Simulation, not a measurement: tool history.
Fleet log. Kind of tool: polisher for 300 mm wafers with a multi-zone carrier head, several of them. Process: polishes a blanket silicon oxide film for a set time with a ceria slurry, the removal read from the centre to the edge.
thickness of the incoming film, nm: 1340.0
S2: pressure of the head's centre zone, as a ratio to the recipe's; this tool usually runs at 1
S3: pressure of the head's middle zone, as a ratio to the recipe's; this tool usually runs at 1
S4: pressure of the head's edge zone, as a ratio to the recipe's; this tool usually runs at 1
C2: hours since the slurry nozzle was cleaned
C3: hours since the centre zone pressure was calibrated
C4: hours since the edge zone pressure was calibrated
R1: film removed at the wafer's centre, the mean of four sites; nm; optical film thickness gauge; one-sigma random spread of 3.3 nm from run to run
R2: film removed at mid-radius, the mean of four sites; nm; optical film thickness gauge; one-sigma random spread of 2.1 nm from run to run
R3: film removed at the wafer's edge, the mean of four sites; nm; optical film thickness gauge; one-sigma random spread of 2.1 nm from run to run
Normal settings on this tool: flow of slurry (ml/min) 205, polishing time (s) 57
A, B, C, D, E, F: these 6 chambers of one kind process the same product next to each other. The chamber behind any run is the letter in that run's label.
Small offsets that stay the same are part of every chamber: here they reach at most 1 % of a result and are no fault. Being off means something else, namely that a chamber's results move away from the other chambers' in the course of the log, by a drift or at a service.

run 1A day=0.238 | flow_of_slurry_(ml/min)=205 S2=1 S3=1 S4=1 polishing_time_(s)=57 | wafers_polished_on_this_pad=70 C2=306.9 C3=213.7 C4=607.2 | R1=282.5 R2=279.66 R3=281.43
-- day=0.317 chamber C: worn pad replaced by a new one
run 2F day=0.512 | flow_of_slurry_(ml/min)=205 S2=1 S3=1 S4=1 polishing_time_(s)=57 | wafers_polished_on_this_pad=1312 C2=509.4 C3=148 C4=368.6 | R1=276.64 R2=281.48 R3=276.84
run 3D day=0.729 | flow_of_slurry_(ml/min)=205 S2=1 S3=1 S4=1 polishing_time_(s)=57 | wafers_polished_on_this_pad=518 C2=483 C3=148.7 C4=302.7 | R1=275.57 R2=284.06 R3=283.31
-- day=0.758 chamber F: worn pad replaced by a new one
run 4C day=1.021 | flow_of_slurry_(ml/min)=205 S2=1 S3=1 S4=1 polishing_time_(s)=57 | wafers_polished_on_this_pad=139 C2=398 C3=397.2 C4=437.5 | R1=277.5 R2=279.22 R3=281.87
run 5B day=1.333 | flow_of_slurry_(ml/min)=205 S2=1 S3=1 S4=1 polishing_time_(s)=57 | wafers_polished_on_this_pad=468 C2=689.7 C3=44.8 C4=384.9 | R1=279.59 R2=280.94 R3=281.31
run 6E day=1.7 | flow_of_slurry_(ml/min)=205 S2=1 S3=1 S4=1 polishing_time_(s)=57 | wafers_polished_on_this_pad=1513 C2=237.1 C3=246.7 C4=1033.3 | R1=279.31 R2=278.65 R3=277.35
-- day=1.783 chamber B: worn pad replaced by a new one
-- day=1.788 chamber E: worn pad replaced by a new one
-- day=1.933 chamber F: slurry nozzle cleaned
-- day=2.062 chamber B: slurry nozzle cleaned
run 7C day=2.092 | flow_of_slurry_(ml/min)=205 S2=1 S3=1 S4=1 polishing_time_(s)=57 | wafers_polished_on_this_pad=351 C2=423.7 C3=422.9 C4=463.2 | R1=280.95 R2=281.66 R3=280.55
run 8F day=2.471 | flow_of_slurry_(ml/min)=205 S2=1 S3=1 S4=1 polishing_time_(s)=57 | wafers_polished_on_this_pad=339 C2=13 C3=195 C4=415.6 | R1=288.46 R2=284.67 R3=280.47
run 9B day=2.838 | flow_of_slurry_(ml/min)=205 S2=1 S3=1 S4=1 polishing_time_(s)=57 | wafers_polished_on_this_pad=208 C2=18.7 C3=80.9 C4=421 | R1=280.51 R2=280.6 R3=276.78
run 10A day=3.175 | flow_of_slurry_(ml/min)=205 S2=1 S3=1 S4=1 polishing_time_(s)=57 | wafers_polished_on_this_pad=652 C2=377.4 C3=284.2 C4=677.7 | R1=276.2 R2=282.43 R3=277.51
-- day=3.192 chamber A: worn pad replaced by a new one
run 11D day=3.617 | flow_of_slurry_(ml/min)=205 S2=1 S3=1 S4=1 polishing_time_(s)=57 | wafers_polished_on_this_pad=1090 C2=552.3 C3=218 C4=372 | R1=284.06 R2=281.98 R3=285.38
run 12E day=4.004 | flow_of_slurry_(ml/min)=205 S2=1 S3=1 S4=1 polishing_time_(s)=57 | wafers_polished_on_this_pad=439 C2=292.4 C3=302 C4=1088.6 | R1=281.09 R2=279.65 R3=279.36
run 13A day=4.225 | flow_of_slurry_(ml/min)=205 S2=1 S3=1 S4=1 polishing_time_(s)=57 | wafers_polished_on_this_pad=204 C2=402.6 C3=309.4 C4=702.9 | R1=277.77 R2=281.27 R3=282.6
-- day=4.246 chamber C: slurry nozzle cleaned
-- day=4.3 chamber B: worn pad replaced by a new one
run 14E day=4.454 | flow_of_slurry_(ml/min)=205 S2=1 S3=1 S4=1 polishing_time_(s)=57 | wafers_polished_on_this_pad=528 C2=303.2 C3=312.8 C4=1099.4 | R1=279.76 R2=282.03 R3=283.66
-- day=4.6 chamber C: worn pad replaced by a new one
run 15C day=4.812 | flow_of_slurry_(ml/min)=205 S2=1 S3=1 S4=1 polishing_time_(s)=57 | wafers_polished_on_this_pad=42 C2=13.7 C3=488.2 C4=528.5 | R1=284.39 R2=283.82 R3=283.39
-- day=5.046 chamber E: edge zone pressure recalibrated
run 16D day=5.254 | flow_of_slurry_(ml/min)=205 S2=1 S3=1 S4=1 polishing_time_(s)=57 | wafers_polished_on_this_pad=1414 C2=591.6 C3=257.3 C4=411.3 | R1=284.63 R2=282.78 R3=281.96
run 17B day=5.712 | flow_of_slurry_(ml/min)=205 S2=1 S3=1 S4=1 polishing_time_(s)=57 | wafers_polished_on_this_pad=279 C2=87.7 C3=149.9 C4=490 | R1=288.69 R2=279.1 R3=282.28
run 18F day=6.058 | flow_of_slurry_(ml/min)=205 S2=1 S3=1 S4=1 polishing_time_(s)=57 | wafers_polished_on_this_pad=1049 C2=99.1 C3=281.1 C4=501.7 | R1=281.31 R2=283.46 R3=276.8
-- day=6.262 chamber A: edge zone pressure recalibrated
-- day=6.338 chamber A: worn pad replaced by a new one
run 19C day=6.508 | flow_of_slurry_(ml/min)=205 S2=1 S3=1 S4=1 polishing_time_(s)=57 | wafers_polished_on_this_pad=378 C2=54.4 C3=528.9 C4=569.2 | R1=279.25 R2=283.02 R3=282.45
-- day=6.517 chamber F: worn pad replaced by a new one
-- day=6.525 chamber D: slurry nozzle cleaned
run 20B day=6.871 | flow_of_slurry_(ml/min)=205 S2=1 S3=1 S4=1 polishing_time_(s)=57 | wafers_polished_on_this_pad=508 C2=115.5 C3=177.7 C4=517.8 | R1=279.95 R2=280.16 R3=283.44
-- day=6.912 chamber B: worn pad replaced by a new one
run 21D day=7.2 | flow_of_slurry_(ml/min)=205 S2=1 S3=1 S4=1 polishing_time_(s)=57 | wafers_polished_on_this_pad=1799 C2=16.2 C3=304 C4=458 | R1=277.01 R2=278.29 R3=281.04
run 22A day=7.533 | flow_of_slurry_(ml/min)=205 S2=1 S3=1 S4=1 polishing_time_(s)=57 | wafers_polished_on_this_pad=237 C2=482 C3=388.8 C4=30.6 | R1=280.41 R2=284.87 R3=282.23
run 23F day=7.804 | flow_of_slurry_(ml/min)=205 S2=1 S3=1 S4=1 polishing_time_(s)=57 | wafers_polished_on_this_pad=255 C2=141 C3=323 C4=543.6 | R1=284.01 R2=283.75 R3=281.93
run 24E day=8.221 | flow_of_slurry_(ml/min)=205 S2=1 S3=1 S4=1 polishing_time_(s)=57 | wafers_polished_on_this_pad=1274 C2=393.6 C3=403.2 C4=76.2 | R1=279.76 R2=276.22 R3=283.48
-- day=8.238 chamber E: slurry nozzle cleaned
run 25A day=8.65 | flow_of_slurry_(ml/min)=205 S2=1 S3=1 S4=1 polishing_time_(s)=57 | wafers_polished_on_this_pad=458 C2=508.8 C3=415.6 C4=57.4 | R1=279.07 R2=284.06 R3=281.66
-- day=9.067 chamber C: worn pad replaced by a new one
run 26F day=9.108 | flow_of_slurry_(ml/min)=205 S2=1 S3=1 S4=1 polishing_time_(s)=57 | wafers_polished_on_this_pad=513 C2=172.3 C3=354.3 C4=574.9 | R1=284.88 R2=282.18 R3=276.3
-- day=9.246 chamber E: worn pad replaced by a new one
-- day=9.325 chamber B: worn pad replaced by a new one
run 27B day=9.35 | flow_of_slurry_(ml/min)=205 S2=1 S3=1 S4=1 polishing_time_(s)=57 | wafers_polished_on_this_pad=5 C2=175 C3=237.2 C4=577.3 | R1=281.8 R2=278.24 R3=280.99
-- day=9.354 chamber A: worn pad replaced by a new one
run 28D day=9.796 | flow_of_slurry_(ml/min)=205 S2=1 S3=1 S4=1 polishing_time_(s)=57 | wafers_polished_on_this_pad=2313 C2=78.5 C3=366.3 C4=520.3 | R1=272.06 R2=268.74 R3=273.06
-- day=9.929 chamber A: slurry nozzle cleaned
run 29E day=10.067 | flow_of_slurry_(ml/min)=205 S2=1 S3=1 S4=1 polishing_time_(s)=57 | wafers_polished_on_this_pad=162 C2=43.9 C3=447.5 C4=120.5 | R1=283.56 R2=278.13 R3=281.72
run 30C day=10.458 | flow_of_slurry_(ml/min)=205 S2=1 S3=1 S4=1 polishing_time_(s)=57 | wafers_polished_on_this_pad=275 C2=149.2 C3=623.7 C4=664 | R1=283.49 R2=282.43 R3=278.62
run 31F day=10.788 | flow_of_slurry_(ml/min)=205 S2=1 S3=1 S4=1 polishing_time_(s)=57 | wafers_polished_on_this_pad=845 C2=212.6 C3=394.6 C4=615.2 | R1=286.59 R2=287.17 R3=281.74
run 32A day=11.025 | flow_of_slurry_(ml/min)=205 S2=1 S3=1 S4=1 polishing_time_(s)=57 | wafers_polished_on_this_pad=331 C2=26.4 C3=472.6 C4=114.4 | R1=278.47 R2=282.09 R3=283.27
run 33D day=11.304 | flow_of_slurry_(ml/min)=205 S2=1 S3=1 S4=1 polishing_time_(s)=57 | wafers_polished_on_this_pad=2612 C2=114.7 C3=402.5 C4=556.5 | R1=272 R2=262.89 R3=264.82
-- day=11.417 chamber C: edge zone pressure recalibrated
run 34C day=11.512 | flow_of_slurry_(ml/min)=205 S2=1 S3=1 S4=1 polishing_time_(s)=57 | wafers_polished_on_this_pad=484 C2=174.5 C3=649 C4=2.3 | R1=282.87 R2=280.32 R3=279.04
run 35E day=11.8 | flow_of_slurry_(ml/min)=205 S2=1 S3=1 S4=1 polishing_time_(s)=57 | wafers_polished_on_this_pad=505 C2=85.5 C3=489.1 C4=162.1 | R1=281.4 R2=279.15 R3=281.01
-- day=12.208 chamber F: worn pad replaced by a new one
run 36B day=12.262 | flow_of_slurry_(ml/min)=205 S2=1 S3=1 S4=1 polishing_time_(s)=57 | wafers_polished_on_this_pad=582 C2=244.9 C3=307.1 C4=647.2 | R1=273.78 R2=281.47 R3=281.64
-- day=12.392 chamber B: worn pad replaced by a new one
run 37C day=12.588 | flow_of_slurry_(ml/min)=205 S2=1 S3=1 S4=1 polishing_time_(s)=57 | wafers_polished_on_this_pad=697 C2=200.3 C3=674.8 C4=28.1 | R1=276.38 R2=281.2 R3=280.53
-- day=12.654 chamber A: worn pad replaced by a new one
run 38B day=12.921 | flow_of_slurry_(ml/min)=205 S2=1 S3=1 S4=1 polishing_time_(s)=57 | wafers_polished_on_this_pad=105 C2=260.7 C3=322.9 C4=663 | R1=279.18 R2=282.86 R3=281.22
run 39F day=13.146 | flow_of_slurry_(ml/min)=205 S2=1 S3=1 S4=1.08 polishing_time_(s)=42 | wafers_polished_on_this_pad=186 C2=269.2 C3=451.2 C4=671.8 | R1=203.95 R2=206.01 R3=215.21
run 40A day=13.521 | flow_of_slurry_(ml/min)=205 S2=1 S3=1 S4=1.08 polishing_time_(s)=42 | wafers_polished_on_this_pad=171 C2=86.3 C3=532.5 C4=174.3 | R1=203.99 R2=211.33 R3=214.11
run 41E day=13.804 | flow_of_slurry_(ml/min)=205 S2=1 S3=1 S4=1.08 polishing_time_(s)=42 | wafers_polished_on_this_pad=902 C2=133.6 C3=537.2 C4=210.2 | R1=205.2 R2=205.26 R3=217.08

All 6 chambers run these settings next. Forecast each chamber's results:
run 42A day=14.142 | flow_of_slurry_(ml/min)=205 S2=1 S3=1 S4=1 polishing_time_(s)=57 | R1=? R2=? R3=?
run 42B day=14.142 | flow_of_slurry_(ml/min)=205 S2=1 S3=1 S4=1 polishing_time_(s)=57 | R1=? R2=? R3=?
run 42C day=14.142 | flow_of_slurry_(ml/min)=205 S2=1 S3=1 S4=1 polishing_time_(s)=57 | R1=? R2=? R3=?
run 42D day=14.142 | flow_of_slurry_(ml/min)=205 S2=1 S3=1 S4=1 polishing_time_(s)=57 | R1=? R2=? R3=?
run 42E day=14.142 | flow_of_slurry_(ml/min)=205 S2=1 S3=1 S4=1 polishing_time_(s)=57 | R1=? R2=? R3=?
run 42F day=14.142 | flow_of_slurry_(ml/min)=205 S2=1 S3=1 S4=1 polishing_time_(s)=57 | R1=? R2=? R3=?

run=42A R1=274.58 R2=283.43 R3=278.82
run=42B R1=281.62 R2=282.5 R3=282.69
run=42C R1=278.71 R2=280.52 R3=281.46
run=42D R1=253.8 R2=258.35 R3=258.38
run=42E R1=277.7 R2=276.11 R3=283.77
run=42F R1=286.39 R2=284.04 R3=278.26
